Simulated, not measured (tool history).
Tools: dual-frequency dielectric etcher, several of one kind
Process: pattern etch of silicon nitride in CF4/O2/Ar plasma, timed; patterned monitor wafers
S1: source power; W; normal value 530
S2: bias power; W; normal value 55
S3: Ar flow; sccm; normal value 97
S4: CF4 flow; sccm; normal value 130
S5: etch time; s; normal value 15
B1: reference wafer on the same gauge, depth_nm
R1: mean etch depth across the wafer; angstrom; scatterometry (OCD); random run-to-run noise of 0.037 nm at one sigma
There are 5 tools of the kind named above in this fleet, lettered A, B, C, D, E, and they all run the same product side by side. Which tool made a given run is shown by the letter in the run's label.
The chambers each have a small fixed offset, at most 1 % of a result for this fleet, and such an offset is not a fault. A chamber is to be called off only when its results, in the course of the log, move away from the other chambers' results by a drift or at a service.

{"run": "1D", "hour": 3.4, "S1": 530, "S2": 55, "S3": 97, "S4": 130, "S5": 15, "B1": 26.99, "R1": 321.48}
{"run": "2A", "hour": 7.2, "S1": 530, "S2": 55, "S3": 97, "S4": 130, "S5": 15, "B1": 26.991, "R1": 319.38}
{"run": "3C", "hour": 11.4, "S1": 530, "S2": 55, "S3": 97, "S4": 130, "S5": 15, "B1": 27.001, "R1": 321.24}
{"hour": 13.7, "done": "chamber C: wet clean of the chamber"}
{"run": "4E", "hour": 17.4, "S1": 530, "S2": 55, "S3": 97, "S4": 130, "S5": 15, "B1": 26.991, "R1": 323.62}
{"run": "5B", "hour": 22.7, "S1": 530, "S2": 55, "S3": 97, "S4": 130, "S5": 15, "B1": 26.981, "R1": 321.37}
{"run": "6A", "hour": 26.9, "S1": 530, "S2": 55, "S3": 97, "S4": 130, "S5": 15, "B1": 26.985, "R1": 319.08}
{"run": "7C", "hour": 34.4, "S1": 530, "S2": 55, "S3": 97, "S4": 130, "S5": 15, "B1": 26.97, "R1": 320.86}
{"run": "8E", "hour": 39.4, "S1": 530, "S2": 55, "S3": 97, "S4": 130, "S5": 19, "B1": 26.966, "R1": 408.82}
{"run": "9B", "hour": 43.7, "S1": 530, "S2": 55, "S3": 97, "S4": 130, "S5": 19, "B1": 26.972, "R1": 406.65}
{"run": "10D", "hour": 50.1, "S1": 530, "S2": 55, "S3": 97, "S4": 130, "S5": 19, "B1": 26.957, "R1": 407.03}
{"run": "11E", "hour": 54.8, "S1": 530, "S2": 55, "S3": 97, "S4": 130, "S5": 19, "B1": 26.955, "R1": 409.3}
{"hour": 56.3, "done": "chamber D: bias power generator calibrated"}
{"run": "12D", "hour": 58.2, "S1": 530, "S2": 55, "S3": 97, "S4": 130, "S5": 19, "B1": 26.956, "R1": 406.19}
{"run": "13C", "hour": 62.1, "S1": 530, "S2": 55, "S3": 97, "S4": 130, "S5": 15, "B1": 26.951, "R1": 320.58}
{"run": "14A", "hour": 68.1, "S1": 530, "S2": 55, "S3": 97, "S4": 130, "S5": 15, "B1": 26.946, "R1": 318.49}
{"run": "15B", "hour": 72.8, "S1": 530, "S2": 55, "S3": 97, "S4": 130, "S5": 15, "B1": 26.945, "R1": 321.01}
{"run": "16C", "hour": 76.5, "S1": 530, "S2": 55, "S3": 97, "S4": 130, "S5": 15, "B1": 26.939, "R1": 320.41}
{"run": "17E", "hour": 83.1, "S1": 530, "S2": 55, "S3": 97, "S4": 130, "S5": 15, "B1": 26.93, "R1": 322.8}
{"run": "18B", "hour": 86.7, "S1": 530, "S2": 55, "S3": 97, "S4": 130, "S5": 15, "B1": 26.936, "R1": 320.82}
{"run": "19D", "hour": 94.0, "S1": 530, "S2": 55, "S3": 97, "S4": 130, "S5": 15, "B1": 26.924, "R1": 320.68}
{"hour": 96.0, "done": "chamber A: wet clean of the chamber"}
{"hour": 98.8, "done": "chamber E: wet clean of the chamber"}
{"run": "20A", "hour": 100.7, "S1": 530, "S2": 55, "S3": 97, "S4": 130, "S5": 15, "B1": 26.917, "R1": 318.68}
{"run": "21B", "hour": 104.6, "S1": 530, "S2": 55, "S3": 97, "S4": 130, "S5": 15, "B1": 26.91, "R1": 320.21}
{"run": "22E", "hour": 110.5, "S1": 530, "S2": 55, "S3": 97, "S4": 130, "S5": 15, "B1": 26.909, "R1": 322.38}
{"run": "23A", "hour": 116.1, "S1": 530, "S2": 55, "S3": 97, "S4": 130, "S5": 15, "B1": 26.904, "R1": 317.64}
{"hour": 120.0, "done": "chamber B: wet clean of the chamber"}
{"run": "24D", "hour": 121.5, "S1": 530, "S2": 55, "S3": 97, "S4": 130, "S5": 15, "B1": 26.903, "R1": 319.92}
{"run": "25C", "hour": 128.0, "S1": 530, "S2": 55, "S3": 97, "S4": 130, "S5": 15, "B1": 26.899, "R1": 319.92}
{"run": "26C", "hour": 133.5, "S1": 530, "S2": 55, "S3": 97, "S4": 130, "S5": 15, "B1": 26.89, "R1": 319.81}
{"run": "27D", "hour": 138.7, "S1": 530, "S2": 55, "S3": 97, "S4": 130, "S5": 15, "B1": 26.883, "R1": 319.97}
{"run": "28E", "hour": 143.4, "S1": 530, "S2": 55, "S3": 97, "S4": 130, "S5": 15, "B1": 26.877, "R1": 321.57}
{"run": "29B", "hour": 146.9, "S1": 530, "S2": 55, "S3": 97, "S4": 130, "S5": 15, "B1": 26.879, "R1": 320.57}
{"run": "30A", "hour": 152.7, "S1": 530, "S2": 55, "S3": 97, "S4": 130, "S5": 15, "B1": 26.868, "R1": 318.35}

All chambers now run identical settings, listed one chamber a line with results as question marks. What results will each chamber show?
{"run": "31A", "hour": 158.1, "S1": 530, "S2": 55, "S3": 97, "S4": 130, "S5": 15, "R1": "?"}
{"run": "31B", "hour": 158.1, "S1": 530, "S2": 55, "S3": 97, "S4": 130, "S5": 15, "R1": "?"}
{"run": "31C", "hour": 158.1, "S1": 530, "S2": 55, "S3": 97, "S4": 130, "S5": 15, "R1": "?"}
{"run": "31D", "hour": 158.1, "S1": 530, "S2": 55, "S3": 97, "S4": 130, "S5": 15, "R1": "?"}
{"run": "31E", "hour": 158.1, "S1": 530, "S2": 55, "S3": 97, "S4": 130, "S5": 15, "R1": "?"}

run=31A R1=317.83
run=31B R1=320.20
run=31C R1=320.33
run=31D R1=319.69
run=31E R1=321.65

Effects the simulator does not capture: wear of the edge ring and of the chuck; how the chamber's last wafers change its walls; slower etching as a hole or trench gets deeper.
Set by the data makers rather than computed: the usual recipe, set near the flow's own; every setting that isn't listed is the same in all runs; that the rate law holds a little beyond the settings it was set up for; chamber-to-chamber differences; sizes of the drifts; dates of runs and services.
